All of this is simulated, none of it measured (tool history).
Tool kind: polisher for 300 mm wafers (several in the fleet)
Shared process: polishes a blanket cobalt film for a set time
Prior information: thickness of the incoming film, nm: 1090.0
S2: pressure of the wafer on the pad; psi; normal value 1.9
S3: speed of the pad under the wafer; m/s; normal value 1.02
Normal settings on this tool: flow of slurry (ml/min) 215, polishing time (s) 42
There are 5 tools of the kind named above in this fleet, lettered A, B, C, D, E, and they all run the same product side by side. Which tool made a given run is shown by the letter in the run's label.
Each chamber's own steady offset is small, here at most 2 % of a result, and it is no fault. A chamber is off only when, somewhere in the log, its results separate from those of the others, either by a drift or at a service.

Run 1A, hour 3.5: usual settings. Result: film removed (nm) 176.90.
Run 2C, hour 8.9: usual settings. Result: film removed (nm) 176.60.
At hour 9.6: chamber C: worn pad replaced by a new one.
Run 3E, hour 12.5: usual settings. Result: film removed (nm) 171.75.
Run 4D, hour 18.3: usual settings. Result: film removed (nm) 174.28.
At hour 19.8: chamber A: worn pad replaced by a new one.
At hour 21.5: chamber B: worn pad replaced by a new one.
Run 5B, hour 22.3: usual settings. Result: film removed (nm) 178.26.
Run 6A, hour 26.1: usual settings. Result: film removed (nm) 175.96.
At hour 28.7: chamber E: worn pad replaced by a new one.
Run 7D, hour 29.5: usual settings. Result: film removed (nm) 173.72.
Run 8B, hour 34.9: usual settings. Result: film removed (nm) 175.88.
Run 9E, hour 40.1: usual settings. Result: film removed (nm) 172.41.
Run 10C, hour 43.5: usual settings. Result: film removed (nm) 172.03.
At hour 45.0: chamber C: slurry nozzle cleaned.
Run 11C, hour 49.4: usual settings. Result: film removed (nm) 173.01.
Run 12E, hour 56.3: usual settings. Result: film removed (nm) 174.04.
Run 13B, hour 61.5: usual settings but S2 1.4 psi. Result: film removed (nm) 128.86.
Run 14D, hour 65.1: usual settings but S2 1.4 psi. Result: film removed (nm) 128.17.
Run 15A, hour 69.0: usual settings but S2 1.4 psi. Result: film removed (nm) 127.53.
Run 16B, hour 72.9: usual settings but S2 1.4 psi. Result: film removed (nm) 129.74.
Run 17E, hour 76.6: usual settings but S2 1.4 psi. Result: film removed (nm) 130.47.
At hour 78.1: chamber C: head pressure recalibrated.
At hour 80.5: chamber B: head pressure recalibrated.
Run 18D, hour 82.0: usual settings but flow of slurry (ml/min) 145, S3 1.18 m/s. Result: film removed (nm) 189.20.
Run 19A, hour 88.0: usual settings but flow of slurry (ml/min) 145, S3 1.18 m/s. Result: film removed (nm) 189.47.
Run 20C, hour 92.8: usual settings but flow of slurry (ml/min) 145, S3 1.18 m/s. Result: film removed (nm) 187.99.
Run 21D, hour 97.9: usual settings but flow of slurry (ml/min) 145, S3 1.18 m/s. Result: film removed (nm) 188.47.
Run 22C, hour 101.7: usual settings but flow of slurry (ml/min) 145, S3 1.18 m/s. Result: film removed (nm) 187.47.
At hour 103.1: chamber B: slurry nozzle cleaned.
Run 23A, hour 108.5: usual settings. Result: film removed (nm) 173.89.
At hour 108.8: chamber D: worn pad replaced by a new one.
At hour 111.3: chamber A: head pressure recalibrated.
Run 24E, hour 112.2: usual settings. Result: film removed (nm) 172.63.
At hour 116.5: chamber A: worn pad replaced by a new one.
Run 25B, hour 116.8: usual settings. Result: film removed (nm) 191.19.
Run 26D, hour 121.3: usual settings. Result: film removed (nm) 174.60.
Run 27A, hour 125.0: usual settings. Result: film removed (nm) 174.87.
At hour 129.3: chamber E: worn pad replaced by a new one.
Run 28C, hour 131.4: usual settings. Result: film removed (nm) 175.01.
Run 29E, hour 136.7: usual settings. Result: film removed (nm) 174.01.
Run 30B, hour 140.6: usual settings but S2 2.6 psi, S3 1.18 m/s. Result: film removed (nm) 308.99.
At hour 142.9: chamber B: worn pad replaced by a new one.
Run 31A, hour 147.7: usual settings but S2 2.6 psi, S3 1.18 m/s. Result: film removed (nm) 281.12.
Run 32C, hour 153.1: usual settings but S2 2.6 psi, S3 1.18 m/s. Result: film removed (nm) 280.49.
Run 33B, hour 156.6: usual settings but S2 2.6 psi, S3 1.18 m/s. Result: film removed (nm) 305.73.
Run 34E, hour 160.1: usual settings but S2 2.6 psi, S3 1.18 m/s. Result: film removed (nm) 276.97.

The same settings go to every chamber for the next run, one line per chamber below. Forecast the results for each:
Run 35A, hour 165.3: usual settings. Result: film removed (nm) ?.
Run 35B, hour 165.3: usual settings. Result: film removed (nm) ?.
Run 35C, hour 165.3: usual settings. Result: film removed (nm) ?.
Run 35D, hour 165.3: usual settings. Result: film removed (nm) ?.
Run 35E, hour 165.3: usual settings. Result: film removed (nm) ?.

run  film removed (nm)
35A             173.76
35B             196.56
35C             178.60
35D             172.86
35E             174.68
